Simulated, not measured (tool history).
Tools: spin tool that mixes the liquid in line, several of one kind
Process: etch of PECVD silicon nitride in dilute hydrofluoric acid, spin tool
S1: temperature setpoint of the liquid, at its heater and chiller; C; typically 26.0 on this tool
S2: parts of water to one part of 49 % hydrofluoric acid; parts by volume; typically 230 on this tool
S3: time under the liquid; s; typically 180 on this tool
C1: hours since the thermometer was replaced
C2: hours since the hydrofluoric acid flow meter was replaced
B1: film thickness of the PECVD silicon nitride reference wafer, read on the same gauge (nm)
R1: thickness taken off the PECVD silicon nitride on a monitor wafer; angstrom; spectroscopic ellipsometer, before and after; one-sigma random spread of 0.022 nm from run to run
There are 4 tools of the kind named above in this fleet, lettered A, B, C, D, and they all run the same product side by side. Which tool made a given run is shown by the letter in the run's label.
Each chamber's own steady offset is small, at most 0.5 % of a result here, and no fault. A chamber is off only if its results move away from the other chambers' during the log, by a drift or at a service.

run     day    S1   S2   S3      C1     C2      B1      R1
 1D   0.633  26.0  230  180  2237.2  199.4  149.99  25.655
 2B   1.196  26.0  230  180  3124.0  337.3  149.98  25.464
 3C   1.521  26.0  230  180   751.0  240.7  150.00  25.401
      2.075  -- chamber B: thermometer replaced
 4A   2.083  26.0  230  180   252.7  322.8  150.01  25.293
 5B   2.554  26.0  230  180    11.5  369.9  150.00  25.340
 6C   3.062  26.0  230  180   788.0  277.7  149.99  25.151
 7D   3.446  26.0  230  180  2304.7  266.9  150.02  25.493
 8A   4.033  26.0  230  180   299.5  369.6  150.00  25.369
 9D   4.400  26.0  230  180  2327.6  289.8  150.00  25.072
10C   4.858  26.0  230  180   831.1  320.8  149.99  25.499
11A   5.492  26.0  230  180   334.5  404.6  149.99  25.720
12B   6.096  26.0  230  180    96.5  454.9  150.01  25.196
13C   6.404  26.0  300  180   868.2  357.9  150.01  19.996
14B   6.892  26.0  300  180   115.6  474.0  150.00  19.616
15A   7.267  26.0  300  180   377.1  447.2  150.02  19.383
16D   7.750  26.0  300  180  2408.0  370.2  150.00  19.482
17A   8.412  26.0  230  180   404.6  474.7  150.01  25.311
18D   8.817  24.5  270  180  2433.6  395.8  150.00  19.922
19B   9.508  24.5  270  180   178.4  536.8  150.01  19.636
20C  10.162  24.5  270  180   958.4  448.1  150.01  19.195
21B  10.754  24.5  270  180   208.3  566.7  150.00  19.767
22C  11.204  26.0  230  180   983.4  473.1  150.00  24.590
23A  11.579  26.0  230  180   480.6  550.7  150.02  25.297
24D  12.200  26.0  315  180  2514.8  477.0  150.00  18.479
25D  12.600  26.0  315  180  2524.4  486.6  149.98  18.615
26C  12.921  26.0  315  180  1024.6  514.3  149.98  17.475
27A  13.383  26.0  315  180   523.9  594.0  149.98  18.511
28B  13.967  26.0  230  180   285.4  643.8  150.00  25.440
     14.000  -- chamber A: hydrofluoric acid flow meter replaced
29A  14.604  26.0  230  180   553.2   14.5  149.98  25.447
30C  15.075  26.0  230  180  1076.3  566.0  150.01  23.323
31B  15.604  26.0  230  180   324.7  683.1  149.99  25.706
32D  16.167  24.0  230  215  2610.0  572.2  149.99  27.115
33A  16.550  24.0  230  215   599.9   61.2  150.01  26.583
34C  17.067  24.0  230  215  1124.1  613.8  149.99  23.720
35D  17.579  24.0  230  215  2643.9  606.1  150.01  27.272
36B  17.892  26.0  230  180   379.6  738.0  150.00  25.608
37B  18.446  26.0  230  180   392.9  751.3  150.01  25.359
38C  18.754  26.0  230  180  1164.6  654.3  150.00  22.413

Decide between three cases: one chamber stands off from its peers, the gauge reading all wafers drifts, or nothing is wrong past each chamber's small offset. Where a chamber is off, say which and what most likely put it there.

Chamber C drifts away from the others.
Cause: liquid colder than its thermometer reads (K) = 2.04.
The log may not separate it from: hydrofluoric acid flow below the setpoint (%).

Which of the 4 candidates below, each the usual settings with something changed and its results left as question marks, puts chamber C back in line with what the other chambers give on the usual settings?
In-line tolerance around the mean of the other chambers on the usual settings: R1 0.770 angstrom
39C-1  19.250  28.0  230  180               ?
39C-2  19.250  24.0  230  180               ?
39C-3  19.250  26.0  230  140               ?
39C-4  19.250  26.5  210  205               ?

Other chambers, usual settings, mean: R1 25.378 angstrom
  run      R1
39C-1  25.246
39C-2  19.621
39C-3  17.326
39C-4  28.668
39C-1 brings the chamber back in line.
